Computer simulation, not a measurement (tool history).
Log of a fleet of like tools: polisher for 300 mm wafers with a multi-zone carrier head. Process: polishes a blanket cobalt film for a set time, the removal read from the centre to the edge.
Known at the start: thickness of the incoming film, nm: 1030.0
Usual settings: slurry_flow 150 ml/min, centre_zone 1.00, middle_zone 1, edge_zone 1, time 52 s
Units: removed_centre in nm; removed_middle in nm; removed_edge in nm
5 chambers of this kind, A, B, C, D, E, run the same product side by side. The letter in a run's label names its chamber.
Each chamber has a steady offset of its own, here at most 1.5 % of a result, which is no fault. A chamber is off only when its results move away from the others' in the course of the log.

run     day  slurry_flow  centre_zone  middle_zone  edge_zone  time  wafers polished on this pad  hours since the slurry nozzle was cleaned  hours since the centre zone pressure was calibrated  hours since the edge zone pressure was calibrated  removed_centre  removed_middle  removed_edge
 1B   0.221          150         1.00            1          1    52                          243                                      198.5                                                 42.5                                              442.0          437.48          433.21        436.93
      0.329  -- chamber C: slurry nozzle cleaned
 2A   0.621          150         1.00            1          1    52                          248                                      148.5                                                210.7                                              201.5          444.32          434.08        432.41
      1.050  -- chamber B: slurry nozzle cleaned
 3E   1.067          150         1.00            1          1    52                          583                                      405.8                                                507.4                                              631.8          442.22          443.51        446.76
 4D   1.333          150         1.00            1          1    52                          880                                      250.8                                                106.9                                              600.5          437.11          438.72        431.36
      1.646  -- chamber C: worn pad replaced by a new one
 5C   1.796          150         1.00            1          1    52                           26                                       35.2                                                394.9                                              136.8          430.24          437.96        440.98
      2.171  -- chamber A: worn pad replaced by a new one
 6E   2.279          150         1.00            1          1    52                          794                                      434.9                                                536.5                                              660.9          436.23          442.42        438.14
 7B   2.671          150         1.00            1          1    52                          669                                       39.0                                                101.3                                              500.8          433.23          435.78        421.94
      2.696  -- chamber D: worn pad replaced by a new one
 8D   2.929          175         1.09            1          1    52                           41                                      289.1                                                145.2                                              638.8          502.73          453.77        444.00
      3.129  -- chamber D: edge zone pressure recalibrated
 9A   3.283          175         1.09            1          1    52                          194                                      212.4                                                274.6                                              265.4          492.45          451.65        454.27
10C   3.771          175         1.09            1          1    52                          370                                       82.6                                                442.3                                              184.2          492.66          454.70        452.21
11A   4.133          175         1.09            1          1    52                          342                                      232.8                                                295.0                                              285.8          498.11          448.40        456.48
      4.304  -- chamber E: worn pad replaced by a new one
12D   4.533          175         1.09            1          1    52                          320                                      327.6                                                183.7                                               33.7          496.81          453.12        426.70
      4.583  -- chamber A: slurry nozzle cleaned
      4.754  -- chamber A: centre zone pressure recalibrated
13E   4.858          130         1.00            1          1    52                           96                                      496.8                                                598.4                                              722.8          424.49          421.60        428.42
14C   5.204          130         1.00            1          1    52                          619                                      117.0                                                476.7                                              218.6          417.16          425.67        425.39
      5.338  -- chamber B: worn pad replaced by a new one
      5.671  -- chamber A: worn pad replaced by a new one
15B   5.688          130         1.00            1          1    52                           61                                      111.4                                                173.7                                              573.2          419.51          420.30        431.48
16A   6.008          130         1.00            1          1    52                           59                                       34.3                                                 30.1                                              330.8          468.57          423.79        432.65
17B   6.233          130         1.00            1          1    52                          156                                      124.5                                                186.8                                              586.3          430.80          414.35        423.04
18E   6.604          150         1.00            1          1    52                          401                                      538.7                                                640.3                                              764.7          438.41          443.42        440.06
      6.750  -- chamber C: worn pad replaced by a new one
19C   6.854          150         1.00            1          1    52                           18                                      156.6                                                516.3                                              258.2          443.37          442.00        430.44
20D   7.312          150         1.00            1          1    52                          804                                      394.3                                                250.4                                              100.4          440.08          434.09        438.29
21E   7.721          165         1.06            1          1    52                          595                                      565.5                                                667.1                                              791.5          476.91          440.84        438.73
22B   8.092          165         1.06            1          1    52                          480                                      169.1                                                231.4                                              630.9          471.62          442.30        448.18
23A   8.417          165         1.06            1          1    52                          478                                       92.1                                                 87.9                                              388.6          525.94          435.15        447.20
24C   8.808          165         1.06            1          1    52                          358                                      203.5                                                563.2                                              305.1          472.36          442.21        442.14
      8.967  -- chamber D: worn pad replaced by a new one
      9.046  -- chamber A: worn pad replaced by a new one
25D   9.121          165         1.06            1          1    52                           27                                      437.7                                                293.8                                              143.8          478.51          441.88        437.94
26E   9.488          150         1.00            1          1    52                          903                                      607.9                                                709.5                                              833.9          434.42          442.17        433.38
27A   9.838          150         1.00            1          1    52                          138                                      126.2                                                122.0                                              422.7          488.30          432.95        432.09
28D  10.117          150         1.00            1          1    52                          200                                      461.6                                                317.7                                              167.7          443.68          442.50        437.36
29B  10.396          150         1.00            1          1    52                          881                                      224.4                                                286.7                                              686.2          431.53          435.68        439.58
     10.779  -- chamber B: worn pad replaced by a new one
30C  10.804          150         1.00            1          1    52                          706                                      251.4                                                611.1                                              353.0          435.68          435.79        439.00
31A  11.054          150         1.00            1          1    52                          350                                      155.4                                                151.2                                              451.9          493.23          427.77        424.96
     11.171  -- chamber B: slurry nozzle cleaned
32E  11.467          150         1.00            1          1    52                         1247                                      655.4                                                757.0                                              881.4          435.27          432.19        438.91
33D  11.900          150         1.00            1          1    58                          511                                      504.4                                                360.5                                              210.5          485.82          486.55        480.37
     12.262  -- chamber A: worn pad replaced by a new one
34B  12.375          150         1.00            1          1    58                          278                                       29.0                                                334.2                                              733.7          484.43          488.56        485.89
     12.479  -- chamber E: worn pad replaced by a new one
     12.650  -- chamber C: worn pad replaced by a new one
35C  12.762          150         1.00            1          1    58                           20                                      298.4                                                658.1                                              400.0          479.78          491.21        480.12
36A  13.204          150         1.00            1          1    58                          164                                      207.0                                                202.8                                              503.5          543.56          482.97        490.70
37E  13.625          150         1.00            1          1    58                          199                                      707.2                                                808.8                                              933.2          492.92          489.16        492.57
38B  13.938          150         1.00            1          1    52                          550                                       66.5                                                371.7                                              771.2          434.72          436.26        424.93
39C  14.367          150         1.00            1          1    52                          299                                      336.9                                                696.6                                              438.5          430.51          436.71        438.00

What goes on in this fleet: one chamber off, a drifting gauge, or nothing beyond the chambers' own small offsets? Name the chamber and the cause, if any.

A service left chamber A off against the others.
Cause: centre zone's pressure above its setpoint, % = 9.28.

Here are 4 candidates for chamber A's next run, each the usual settings with a change, their results left as question marks. Which one brings its results back in line with what the others give on the usual settings?
In line means no further than this from the other chambers' mean on the usual settings: removed_centre 12.00 nm; removed_middle 17.00 nm; removed_edge 23.00 nm
40A-1  14.721          145         0.92         1.03       1.02    52                                                                                                                                                                                               ?               ?             ?
40A-2  14.721          155         1.08         0.97       0.98    53                                                                                                                                                                                               ?               ?             ?
40A-3  14.721          150         1.03         0.99       0.99    52                                                                                                                                                                                               ?               ?             ?
40A-4  14.721          150         0.97         1.01       1.01    52                                                                                                                                                                                               ?               ?             ?

The other chambers' mean on the usual settings: removed_centre 436.74 nm; removed_middle 436.86 nm; removed_edge 436.57 nm
  run  removed_centre  removed_middle  removed_edge
40A-1          438.79          441.89        439.36
40A-2          540.35          431.25        442.81
40A-3          500.11          428.60        434.72
40A-4          468.46          436.72        439.26
40A-1 brings the chamber back in line.
